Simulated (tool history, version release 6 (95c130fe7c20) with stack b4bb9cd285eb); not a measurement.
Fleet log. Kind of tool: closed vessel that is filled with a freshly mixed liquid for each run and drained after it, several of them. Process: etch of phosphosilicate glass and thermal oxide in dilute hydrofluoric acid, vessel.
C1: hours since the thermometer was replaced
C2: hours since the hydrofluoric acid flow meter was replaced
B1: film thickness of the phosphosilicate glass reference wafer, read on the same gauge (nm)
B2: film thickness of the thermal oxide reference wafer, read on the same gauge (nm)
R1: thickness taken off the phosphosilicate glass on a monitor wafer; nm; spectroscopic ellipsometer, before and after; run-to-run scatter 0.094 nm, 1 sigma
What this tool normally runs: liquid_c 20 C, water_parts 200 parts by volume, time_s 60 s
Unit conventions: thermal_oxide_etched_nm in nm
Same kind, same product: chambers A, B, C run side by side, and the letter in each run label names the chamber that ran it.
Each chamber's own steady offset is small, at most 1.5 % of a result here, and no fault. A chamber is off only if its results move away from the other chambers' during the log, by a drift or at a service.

Run 1B, day 0.512: usual settings; C1 255.8; C2 327.3; B1 40.009; B2 30.015. Result: R1 17.108 nm, thermal_oxide_etched_nm 1.11630 nm.
Run 2C, day 0.975: usual settings; C1 30.3; C2 1171.4; B1 40.009; B2 30.006. Result: R1 17.309 nm, thermal_oxide_etched_nm 1.05510 nm.
Run 3A, day 1.308: usual settings; C1 191.3; C2 701.7; B1 40.003; B2 30.029. Result: R1 17.412 nm, thermal_oxide_etched_nm 1.13980 nm.
Run 4B, day 1.667: usual settings; C1 283.5; C2 355.0; B1 40.035; B2 30.040. Result: R1 17.173 nm, thermal_oxide_etched_nm 1.11350 nm.
Run 5A, day 2.258: usual settings; C1 214.1; C2 724.5; B1 40.043; B2 30.001. Result: R1 17.413 nm, thermal_oxide_etched_nm 1.08300 nm.
At day 2.425: chamber C: hydrofluoric acid flow meter replaced.
Run 6C, day 2.862: usual settings; C1 75.6; C2 10.5; B1 40.003; B2 30.006. Result: R1 17.125 nm, thermal_oxide_etched_nm 1.10600 nm.
Run 7C, day 3.183: usual settings but liquid_c 17 C, time_s 45 s; C1 83.3; C2 18.2; B1 39.991; B2 29.995. Result: R1 11.429 nm, thermal_oxide_etched_nm 0.73939 nm.
Run 8A, day 3.479: usual settings but liquid_c 17 C, time_s 45 s; C1 243.4; C2 753.8; B1 40.009; B2 30.020. Result: R1 11.558 nm, thermal_oxide_etched_nm 0.77654 nm.
Run 9B, day 3.942: usual settings but liquid_c 17 C, time_s 45 s; C1 338.1; C2 409.6; B1 39.994; B2 30.005. Result: R1 11.328 nm, thermal_oxide_etched_nm 0.73900 nm.
Run 10A, day 4.250: usual settings; C1 261.9; C2 772.3; B1 39.968; B2 30.012. Result: R1 17.476 nm, thermal_oxide_etched_nm 1.13410 nm.
Run 11B, day 4.704: usual settings; C1 356.4; C2 427.9; B1 40.034; B2 29.981. Result: R1 17.165 nm, thermal_oxide_etched_nm 1.08420 nm.
Run 12C, day 5.388: usual settings; C1 136.2; C2 71.1; B1 40.005; B2 29.980. Result: R1 17.161 nm, thermal_oxide_etched_nm 1.11130 nm.
Run 13A, day 5.696: usual settings; C1 296.6; C2 807.0; B1 39.964; B2 30.042. Result: R1 17.463 nm, thermal_oxide_etched_nm 1.13270 nm.
Run 14B, day 6.158: usual settings; C1 391.3; C2 462.8; B1 40.017; B2 29.987. Result: R1 17.152 nm, thermal_oxide_etched_nm 1.07650 nm.
Run 15C, day 6.654: usual settings; C1 166.6; C2 101.5; B1 40.005; B2 29.980. Result: R1 17.133 nm, thermal_oxide_etched_nm 1.10480 nm.
Run 16C, day 7.179: usual settings but liquid_c 17 C; C1 179.2; C2 114.1; B1 40.016; B2 30.003. Result: R1 15.368 nm, thermal_oxide_etched_nm 0.98528 nm.
Run 17A, day 7.583: usual settings but liquid_c 17 C; C1 341.9; C2 852.3; B1 39.956; B2 29.985. Result: R1 15.318 nm, thermal_oxide_etched_nm 0.97066 nm.
Run 18B, day 8.167: usual settings but liquid_c 17 C; C1 439.5; C2 511.0; B1 39.994; B2 29.987. Result: R1 15.408 nm, thermal_oxide_etched_nm 0.99636 nm.
Run 19A, day 8.492: usual settings; C1 363.7; C2 874.1; B1 39.983; B2 29.999. Result: R1 17.397 nm, thermal_oxide_etched_nm 1.05910 nm.
Run 20B, day 9.129: usual settings; C1 462.6; C2 534.1; B1 39.976; B2 30.007. Result: R1 17.224 nm, thermal_oxide_etched_nm 1.06490 nm.
Run 21C, day 9.717: usual settings; C1 240.1; C2 175.0; B1 40.004; B2 29.981. Result: R1 17.000 nm, thermal_oxide_etched_nm 1.09860 nm.
Run 22B, day 10.300: usual settings; C1 490.7; C2 562.2; B1 40.040; B2 30.004. Result: R1 17.215 nm, thermal_oxide_etched_nm 1.14930 nm.
Run 23C, day 10.742: usual settings; C1 264.7; C2 199.6; B1 39.968; B2 30.040. Result: R1 17.149 nm, thermal_oxide_etched_nm 1.15690 nm.
Run 24A, day 11.342: usual settings; C1 432.1; C2 942.5; B1 39.996; B2 30.009. Result: R1 17.231 nm, thermal_oxide_etched_nm 1.07970 nm.
Run 25C, day 11.667: usual settings; C1 286.9; C2 221.8; B1 39.994; B2 30.016. Result: R1 17.220 nm, thermal_oxide_etched_nm 1.05240 nm.
Run 26A, day 12.246: usual settings; C1 453.8; C2 964.2; B1 40.020; B2 29.985. Result: R1 17.208 nm, thermal_oxide_etched_nm 1.10350 nm.
Run 27B, day 12.642: usual settings; C1 546.9; C2 618.4; B1 39.996; B2 30.005. Result: R1 17.149 nm, thermal_oxide_etched_nm 1.09620 nm.
Run 28A, day 13.325: usual settings; C1 479.7; C2 990.1; B1 39.997; B2 30.017. Result: R1 17.288 nm, thermal_oxide_etched_nm 1.11970 nm.
Run 29B, day 13.962: usual settings; C1 578.6; C2 650.1; B1 39.990; B2 29.978. Result: R1 17.131 nm, thermal_oxide_etched_nm 1.12870 nm.
Run 30C, day 14.525: usual settings; C1 355.5; C2 290.4; B1 40.002; B2 30.017. Result: R1 17.227 nm, thermal_oxide_etched_nm 1.05830 nm.
Run 31A, day 15.112: usual settings; C1 522.6; C2 1033.0; B1 40.004; B2 29.988. Result: R1 17.207 nm, thermal_oxide_etched_nm 1.13040 nm.

Which is it: a chamber that has drifted or been left off by a service, a gauge drift common to all chambers, or only each chamber's usual small offset? If a chamber is off, name it and its likeliest cause.

The fleet is healthy, with each chamber sitting at its usual small offset and no drift in the gauge.
